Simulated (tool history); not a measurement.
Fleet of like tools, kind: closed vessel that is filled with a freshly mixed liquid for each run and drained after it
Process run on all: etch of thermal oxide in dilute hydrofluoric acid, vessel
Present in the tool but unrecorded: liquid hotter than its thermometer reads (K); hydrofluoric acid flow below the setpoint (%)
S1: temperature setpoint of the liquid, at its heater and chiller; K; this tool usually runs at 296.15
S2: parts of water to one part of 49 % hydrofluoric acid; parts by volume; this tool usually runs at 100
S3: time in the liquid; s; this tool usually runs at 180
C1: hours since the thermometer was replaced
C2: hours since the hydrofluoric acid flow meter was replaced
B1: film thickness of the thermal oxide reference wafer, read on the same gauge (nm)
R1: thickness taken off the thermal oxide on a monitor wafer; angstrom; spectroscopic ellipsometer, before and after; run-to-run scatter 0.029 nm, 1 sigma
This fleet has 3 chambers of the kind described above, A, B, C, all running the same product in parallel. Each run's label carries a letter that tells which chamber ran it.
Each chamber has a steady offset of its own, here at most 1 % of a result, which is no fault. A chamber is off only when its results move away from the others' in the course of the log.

run	hour	S1	S2	S3	C1	C2	B1	R1
1B	4.6	296.15	100	180	1817.1	424.9	129.99	82.765
2A	7.5	296.15	100	180	585.8	454	130.03	82.111
3C	10.9	296.15	100	180	98.8	366.9	130	81.398
4B	13.6	296.15	100	180	1826.1	433.9	130	82.961
5A	17.9	296.15	100	180	596.2	464.4	129.99	82.322
6C	22	296.15	115	180	109.9	378	130	69.786
7A	25.4	296.15	115	180	603.7	471.9	130.01	70.321
8B	28.7	296.15	115	180	1841.2	449	130.01	71.07
9C	32.4	296.15	100	180	120.3	388.4	130	81.651
10A	36.7	296.15	100	180	615	483.2	130	82.751
11B	41.3	296.15	100	180	1853.8	461.6	129.97	82.59
12C	44.8	296.15	100	180	132.7	400.8	130	81.604
13C	47.9	296.15	100	180	135.8	403.9	129.99	81.733
14B	50.9	296.15	100	180	1863.4	471.2	130.02	82.841
15A	55.1	296.15	100	180	633.4	501.6	129.99	82.518
16A	59.2	296.15	100	180	637.5	505.7	130	82.379
17B	62.5	296.15	100	180	1875	482.8	130	83.362
18C	64.8	296.15	100	180	152.7	420.8	129.99	81.584
19B	68.5	296.15	100	180	1881	488.8	130.01	83.003
20A	72.3	299.15	100	180	650.6	518.8	129.98	92.505
21C	75.5	299.15	100	180	163.4	431.5	130	91.815
22C	78.1	299.15	100	180	166	434.1	129.98	92.396
23B	82.6	296.15	100	180	1895.1	502.9	129.99	83.5
24A	86.2	296.15	100	180	664.5	532.7	130	82.224
25B	88.5	296.15	100	180	1901	508.8	130.02	83.942
26A	92.3	296.15	100	180	670.6	538.8	129.99	82.514
27C	95	296.15	100	180	182.9	451	130	81.73
28A	99.4	296.15	100	180	677.7	545.9	129.99	81.486
29C	102.9	296.15	100	180	190.8	458.9	130.02	81.986
30B	105.5	296.15	100	180	1918	525.8	129.99	83.888
31C	109	296.15	55	90	196.9	465	129.98	79.183
32A	112.2	296.15	55	90	690.5	558.7	130.02	78.698
33B	114.4	296.15	55	90	1926.9	534.7	129.99	80.169
34A	118.8	296.15	100	180	697.1	565.3	130.01	82.838
35B	121.7	296.15	100	180	1934.2	542	129.99	84.397
36C	126	296.15	100	180	213.9	482	129.97	81.637
37B	129.8	296.15	100	180	1942.3	550.1	130.03	84.416
38C	133.3	296.15	100	180	221.2	489.3	129.98	81.805
39A	136.2	296.15	100	180	714.5	582.7	130.02	81.89
40C	139.6	296.15	100	180	227.5	495.6	130.02	81.638
41A	143.9	296.15	100	180	722.2	590.4	129.99	82.344
42B	147.5	296.15	100	180	1960	567.8	129.98	84.273
43A	150.1	296.15	100	180	728.4	596.6	130.03	82.283

Is one chamber off against the others, does the gauge drift, or is nothing wrong? If a chamber is off, say which, and what the likeliest cause is.

Little by little, chamber B moves away from the other chambers.
What lies behind it: liquid hotter than its thermometer reads (K) = 0.485.
Not necessarily distinguishable in this log from: hydrofluoric acid flow above the setpoint (%).

Below are 4 candidate recipes for chamber B's next run, each the usual settings with a change, their results shown as question marks. Which of them brings B's results back in line with what the other chambers give on the usual settings?
Counts as in line when no further than this from what the other chambers average on the usual settings: R1 1 angstrom
44B-1	153.6	296.15	100	175				?
44B-2	153.6	296.15	100	170				?
44B-3	153.6	296.15	100	185				?
44B-4	153.6	296.15	100	190				?

Mean of the other chambers on the usual settings: R1 81.991 angstrom
run	R1
44B-1	82.323
44B-2	79.971
44B-3	87.027
44B-4	89.379
With 44B-1, the chamber falls back in line with the rest.
